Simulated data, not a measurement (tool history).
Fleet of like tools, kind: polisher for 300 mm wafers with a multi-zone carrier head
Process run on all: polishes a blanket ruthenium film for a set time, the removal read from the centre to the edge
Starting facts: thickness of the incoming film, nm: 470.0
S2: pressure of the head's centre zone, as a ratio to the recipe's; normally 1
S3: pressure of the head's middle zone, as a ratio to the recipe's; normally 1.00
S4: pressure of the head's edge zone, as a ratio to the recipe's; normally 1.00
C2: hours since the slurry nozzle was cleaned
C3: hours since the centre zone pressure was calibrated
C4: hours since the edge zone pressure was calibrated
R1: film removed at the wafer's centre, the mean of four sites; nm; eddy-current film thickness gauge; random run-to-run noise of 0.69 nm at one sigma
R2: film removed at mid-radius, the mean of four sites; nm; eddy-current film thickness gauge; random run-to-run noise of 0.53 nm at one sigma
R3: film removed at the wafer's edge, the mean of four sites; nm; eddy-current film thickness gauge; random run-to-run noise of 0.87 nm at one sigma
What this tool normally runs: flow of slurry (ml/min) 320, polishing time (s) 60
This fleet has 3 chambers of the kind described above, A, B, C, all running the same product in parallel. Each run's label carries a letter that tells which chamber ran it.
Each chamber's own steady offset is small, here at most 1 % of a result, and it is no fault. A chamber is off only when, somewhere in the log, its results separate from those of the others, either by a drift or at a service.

{"run": "1B", "hour": 5.3, "flow of slurry (ml/min)": 320, "S2": 1, "S3": 1.0, "S4": 1.0, "polishing time (s)": 60, "wafers polished on this pad": 336, "C2": 149.4, "C3": 133.4, "C4": 585.7, "R1": 84.122, "R2": 85.721, "R3": 85.544}
{"hour": 7.6, "done": "chamber A: slurry nozzle cleaned"}
{"run": "2A", "hour": 12.4, "flow of slurry (ml/min)": 320, "S2": 1, "S3": 1.0, "S4": 1.0, "polishing time (s)": 60, "wafers polished on this pad": 745, "C2": 4.9, "C3": 250.0, "C4": 644.6, "R1": 85.081, "R2": 84.779, "R3": 85.207}
{"run": "3C", "hour": 19.5, "flow of slurry (ml/min)": 320, "S2": 1, "S3": 1.0, "S4": 1.0, "polishing time (s)": 60, "wafers polished on this pad": 205, "C2": 482.9, "C3": 375.1, "C4": 1003.7, "R1": 86.257, "R2": 86.253, "R3": 84.788}
{"run": "4B", "hour": 24.4, "flow of slurry (ml/min)": 320, "S2": 1, "S3": 1.0, "S4": 1.0, "polishing time (s)": 60, "wafers polished on this pad": 522, "C2": 168.5, "C3": 152.5, "C4": 604.8, "R1": 84.855, "R2": 84.657, "R3": 85.157}
{"run": "5A", "hour": 32.4, "flow of slurry (ml/min)": 390, "S2": 1, "S3": 1.0, "S4": 0.92, "polishing time (s)": 60, "wafers polished on this pad": 939, "C2": 24.9, "C3": 270.0, "C4": 664.6, "R1": 89.27, "R2": 86.745, "R3": 82.645}
{"run": "6C", "hour": 39.6, "flow of slurry (ml/min)": 390, "S2": 1, "S3": 1.0, "S4": 0.92, "polishing time (s)": 60, "wafers polished on this pad": 400, "C2": 503.0, "C3": 395.2, "C4": 1023.8, "R1": 86.723, "R2": 88.132, "R3": 83.572}
{"hour": 47.4, "done": "chamber A: worn pad replaced by a new one"}
{"run": "7B", "hour": 47.8, "flow of slurry (ml/min)": 390, "S2": 1, "S3": 1.0, "S4": 0.92, "polishing time (s)": 60, "wafers polished on this pad": 749, "C2": 191.9, "C3": 175.9, "C4": 628.2, "R1": 86.261, "R2": 86.129, "R3": 83.591}
{"run": "8A", "hour": 57.5, "flow of slurry (ml/min)": 320, "S2": 1, "S3": 1.0, "S4": 1.0, "polishing time (s)": 60, "wafers polished on this pad": 98, "C2": 50.0, "C3": 295.1, "C4": 689.7, "R1": 85.508, "R2": 86.366, "R3": 85.217}
{"run": "9C", "hour": 63.5, "flow of slurry (ml/min)": 320, "S2": 1, "S3": 1.0, "S4": 1.0, "polishing time (s)": 60, "wafers polished on this pad": 632, "C2": 526.9, "C3": 419.1, "C4": 1047.7, "R1": 84.943, "R2": 85.602, "R3": 85.189}
{"hour": 67.6, "done": "chamber B: worn pad replaced by a new one"}
{"run": "10C", "hour": 71.6, "flow of slurry (ml/min)": 320, "S2": 1, "S3": 1.0, "S4": 1.0, "polishing time (s)": 60, "wafers polished on this pad": 711, "C2": 535.0, "C3": 427.2, "C4": 1055.8, "R1": 85.59, "R2": 85.153, "R3": 84.827}
{"run": "11B", "hour": 78.9, "flow of slurry (ml/min)": 320, "S2": 1, "S3": 1.0, "S4": 1.0, "polishing time (s)": 60, "wafers polished on this pad": 109, "C2": 223.0, "C3": 207.0, "C4": 659.3, "R1": 85.157, "R2": 85.98, "R3": 86.791}
{"run": "12A", "hour": 83.9, "flow of slurry (ml/min)": 320, "S2": 1, "S3": 1.0, "S4": 1.0, "polishing time (s)": 60, "wafers polished on this pad": 354, "C2": 76.4, "C3": 321.5, "C4": 716.1, "R1": 86.332, "R2": 85.862, "R3": 85.293}
{"run": "13C", "hour": 91.6, "flow of slurry (ml/min)": 320, "S2": 1, "S3": 1.0, "S4": 1.0, "polishing time (s)": 60, "wafers polished on this pad": 905, "C2": 555.0, "C3": 447.2, "C4": 1075.8, "R1": 84.174, "R2": 85.821, "R3": 85.531}
{"run": "14A", "hour": 97.0, "flow of slurry (ml/min)": 320, "S2": 1, "S3": 1.0, "S4": 1.0, "polishing time (s)": 60, "wafers polished on this pad": 481, "C2": 89.5, "C3": 334.6, "C4": 729.2, "R1": 87.255, "R2": 85.795, "R3": 86.217}
{"hour": 98.2, "done": "chamber C: centre zone pressure recalibrated"}
{"run": "15B", "hour": 103.4, "flow of slurry (ml/min)": 235, "S2": 1, "S3": 1.0, "S4": 1.0, "polishing time (s)": 60, "wafers polished on this pad": 347, "C2": 247.5, "C3": 231.5, "C4": 683.8, "R1": 81.37, "R2": 82.246, "R3": 84.6}
{"run": "16C", "hour": 113.1, "flow of slurry (ml/min)": 235, "S2": 1, "S3": 1.0, "S4": 1.0, "polishing time (s)": 60, "wafers polished on this pad": 1114, "C2": 576.5, "C3": 15.0, "C4": 1097.3, "R1": 82.182, "R2": 83.246, "R3": 83.21}
{"run": "17A", "hour": 119.2, "flow of slurry (ml/min)": 235, "S2": 1, "S3": 1.0, "S4": 1.0, "polishing time (s)": 60, "wafers polished on this pad": 697, "C2": 111.7, "C3": 356.8, "C4": 751.4, "R1": 82.419, "R2": 84.224, "R3": 83.617}
{"run": "18B", "hour": 127.2, "flow of slurry (ml/min)": 320, "S2": 1, "S3": 1.0, "S4": 1.0, "polishing time (s)": 60, "wafers polished on this pad": 578, "C2": 271.3, "C3": 255.3, "C4": 707.6, "R1": 84.946, "R2": 85.075, "R3": 86.77}
{"hour": 132.7, "done": "chamber B: slurry nozzle cleaned"}
{"run": "19A", "hour": 137.4, "flow of slurry (ml/min)": 320, "S2": 1, "S3": 1.0, "S4": 1.0, "polishing time (s)": 60, "wafers polished on this pad": 874, "C2": 129.9, "C3": 375.0, "C4": 769.6, "R1": 86.93, "R2": 85.625, "R3": 85.32}
{"run": "20B", "hour": 142.4, "flow of slurry (ml/min)": 320, "S2": 1, "S3": 1.0, "S4": 1.0, "polishing time (s)": 60, "wafers polished on this pad": 726, "C2": 9.8, "C3": 270.5, "C4": 722.8, "R1": 83.789, "R2": 84.885, "R3": 86.316}
{"run": "21C", "hour": 149.6, "flow of slurry (ml/min)": 320, "S2": 1, "S3": 1.0, "S4": 1.0, "polishing time (s)": 60, "wafers polished on this pad": 1469, "C2": 613.0, "C3": 51.5, "C4": 1133.8, "R1": 84.772, "R2": 85.416, "R3": 84.972}
{"hour": 153.4, "done": "chamber A: worn pad replaced by a new one"}
{"hour": 154.5, "done": "chamber C: worn pad replaced by a new one"}
{"run": "22B", "hour": 156.1, "flow of slurry (ml/min)": 320, "S2": 1, "S3": 1.06, "S4": 1.0, "polishing time (s)": 45, "wafers polished on this pad": 859, "C2": 23.5, "C3": 284.2, "C4": 736.5, "R1": 63.933, "R2": 66.816, "R3": 64.351}
{"run": "23A", "hour": 166.5, "flow of slurry (ml/min)": 320, "S2": 1, "S3": 1.06, "S4": 1.0, "polishing time (s)": 45, "wafers polished on this pad": 128, "C2": 159.0, "C3": 404.1, "C4": 798.7, "R1": 64.161, "R2": 68.671, "R3": 64.781}
{"run": "24C", "hour": 173.8, "flow of slurry (ml/min)": 320, "S2": 1, "S3": 1.06, "S4": 1.0, "polishing time (s)": 45, "wafers polished on this pad": 187, "C2": 637.2, "C3": 75.7, "C4": 1158.0, "R1": 64.236, "R2": 68.011, "R3": 64.538}
{"hour": 178.3, "done": "chamber B: worn pad replaced by a new one"}
{"run": "25B", "hour": 182.4, "flow of slurry (ml/min)": 320, "S2": 1, "S3": 1.0, "S4": 1.0, "polishing time (s)": 60, "wafers polished on this pad": 39, "C2": 49.8, "C3": 310.5, "C4": 762.8, "R1": 85.345, "R2": 85.107, "R3": 84.367}
{"run": "26A", "hour": 187.3, "flow of slurry (ml/min)": 240, "S2": 1, "S3": 1.0, "S4": 1.0, "polishing time (s)": 60, "wafers polished on this pad": 330, "C2": 179.8, "C3": 424.9, "C4": 819.5, "R1": 83.916, "R2": 83.491, "R3": 84.024}
{"run": "27C", "hour": 196.7, "flow of slurry (ml/min)": 240, "S2": 1, "S3": 1.0, "S4": 1.0, "polishing time (s)": 60, "wafers polished on this pad": 410, "C2": 660.1, "C3": 98.6, "C4": 1180.9, "R1": 83.143, "R2": 83.203, "R3": 83.488}
{"run": "28C", "hour": 206.9, "flow of slurry (ml/min)": 240, "S2": 1, "S3": 1.0, "S4": 1.0, "polishing time (s)": 60, "wafers polished on this pad": 509, "C2": 670.3, "C3": 108.8, "C4": 1191.1, "R1": 83.198, "R2": 83.859, "R3": 83.687}
{"run": "29A", "hour": 214.3, "flow of slurry (ml/min)": 285, "S2": 1, "S3": 1.0, "S4": 1.1, "polishing time (s)": 60, "wafers polished on this pad": 592, "C2": 206.8, "C3": 451.9, "C4": 846.5, "R1": 85.953, "R2": 84.484, "R3": 90.133}
{"hour": 220.7, "done": "chamber C: edge zone pressure recalibrated"}
{"run": "30B", "hour": 221.8, "flow of slurry (ml/min)": 285, "S2": 1, "S3": 1.0, "S4": 1.1, "polishing time (s)": 60, "wafers polished on this pad": 422, "C2": 89.2, "C3": 349.9, "C4": 802.2, "R1": 84.564, "R2": 84.035, "R3": 89.043}
{"run": "31A", "hour": 230.0, "flow of slurry (ml/min)": 285, "S2": 1, "S3": 1.0, "S4": 1.1, "polishing time (s)": 60, "wafers polished on this pad": 744, "C2": 222.5, "C3": 467.6, "C4": 862.2, "R1": 85.693, "R2": 85.804, "R3": 88.867}
{"run": "32C", "hour": 236.8, "flow of slurry (ml/min)": 320, "S2": 1, "S3": 1.0, "S4": 1.0, "polishing time (s)": 60, "wafers polished on this pad": 799, "C2": 700.2, "C3": 138.7, "C4": 16.1, "R1": 85.976, "R2": 85.948, "R3": 83.546}
{"run": "33B", "hour": 245.1, "flow of slurry (ml/min)": 320, "S2": 1, "S3": 1.0, "S4": 1.0, "polishing time (s)": 60, "wafers polished on this pad": 648, "C2": 112.5, "C3": 373.2, "C4": 825.5, "R1": 83.736, "R2": 84.957, "R3": 85.342}
{"run": "34C", "hour": 250.2, "flow of slurry (ml/min)": 320, "S2": 1, "S3": 1.0, "S4": 1.0, "polishing time (s)": 60, "wafers polished on this pad": 929, "C2": 713.6, "C3": 152.1, "C4": 29.5, "R1": 84.832, "R2": 85.65, "R3": 84.98}
{"run": "35B", "hour": 257.1, "flow of slurry (ml/min)": 320, "S2": 1, "S3": 1.0, "S4": 1.0, "polishing time (s)": 60, "wafers polished on this pad": 765, "C2": 124.5, "C3": 385.2, "C4": 837.5, "R1": 85.07, "R2": 85.389, "R3": 85.687}

Read the log: is a single chamber off, either drifting away or since a service, is the gauge that measures every chamber drifting, or is nothing wrong beyond small per-chamber offsets? Name any odd chamber and what most likely caused it.

No chamber is off and the gauge is stable; the differences are just each chamber's small, constant offset.
